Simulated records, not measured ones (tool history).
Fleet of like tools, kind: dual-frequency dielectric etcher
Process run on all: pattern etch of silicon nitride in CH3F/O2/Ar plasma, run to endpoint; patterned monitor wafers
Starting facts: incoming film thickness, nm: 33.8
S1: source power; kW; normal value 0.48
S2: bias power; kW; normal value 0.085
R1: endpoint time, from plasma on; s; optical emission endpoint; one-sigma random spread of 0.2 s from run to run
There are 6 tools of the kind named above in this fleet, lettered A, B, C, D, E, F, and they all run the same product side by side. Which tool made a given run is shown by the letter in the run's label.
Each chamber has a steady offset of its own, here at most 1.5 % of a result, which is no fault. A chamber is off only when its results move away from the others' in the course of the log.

run,day,S1,S2,R1
1F,0.112,0.48,0.085,43.007
2B,0.238,0.48,0.085,43.073
3D,0.367,0.48,0.085,42.545
4E,0.538,0.48,0.085,43.367
5A,0.654,0.48,0.085,43.416
6C,0.762,0.48,0.085,43.114
7E,0.929,0.43,0.079,45.852
8F,1.062,0.43,0.079,45.75
9B,1.212,0.43,0.079,46.365
10D,1.312,0.43,0.079,45.415
# day 1.4: chamber D: wet clean of the chamber
11A,1.425,0.43,0.079,46.214
12C,1.55,0.43,0.079,45.587
13B,1.633,0.48,0.085,43.459
14A,1.725,0.48,0.085,43.112
15F,1.875,0.48,0.085,43.044
# day 1.908: chamber B: wet clean of the chamber
16E,2.038,0.48,0.085,42.819
17D,2.129,0.48,0.085,42.824
18C,2.304,0.55,0.068,43.823
19F,2.412,0.55,0.068,43.657
20A,2.583,0.55,0.068,44.201
21D,2.675,0.55,0.068,43.161
22E,2.767,0.55,0.068,43.136
23B,2.933,0.55,0.068,44.562
24C,3.058,0.56,0.085,40.47
25D,3.154,0.56,0.085,40.503
26B,3.279,0.56,0.085,40.734
27E,3.367,0.56,0.085,39.607
28F,3.479,0.56,0.085,40.116
29A,3.608,0.56,0.085,40.763
30C,3.783,0.42,0.092,43.885
31D,3.862,0.42,0.092,43.448
32B,3.983,0.42,0.092,44.162
33E,4.121,0.42,0.092,42.188
# day 4.25: chamber C: bias power generator calibrated
34C,4.258,0.42,0.092,44.019
35A,4.429,0.42,0.092,44.263
36F,4.538,0.48,0.085,42.815
37D,4.621,0.55,0.085,40.701
38A,4.771,0.55,0.085,41.178

What goes on in this fleet: one chamber off, a drifting gauge, or nothing beyond the chambers' own small offsets? Name the chamber and the cause, if any.

It is chamber E that slowly wanders off from its peers.
What lies behind it: etch rate over this chamber's usual, % = 5.5.

Chamber E could run next with any of the 4 candidate recipes listed below; each alters the usual settings, and their results appear as question marks. Which one brings its results back in line with what the other chambers deliver on the usual settings?
A result is in line if it is within this distance of the other chambers' mean on the usual settings: R1 0.7 s
39E-1,4.904,0.55,0.085,?
39E-2,4.904,0.42,0.075,?
39E-3,4.904,0.54,0.095,?
39E-4,4.904,0.44,0.079,?

Usual-settings mean across the other chambers: R1 43.002 s
run,R1
39E-1,38.727
39E-2,44.825
39E-3,37.48
39E-4,43.243
39E-4 is the one that brings the chamber's results back in line with the other chambers.
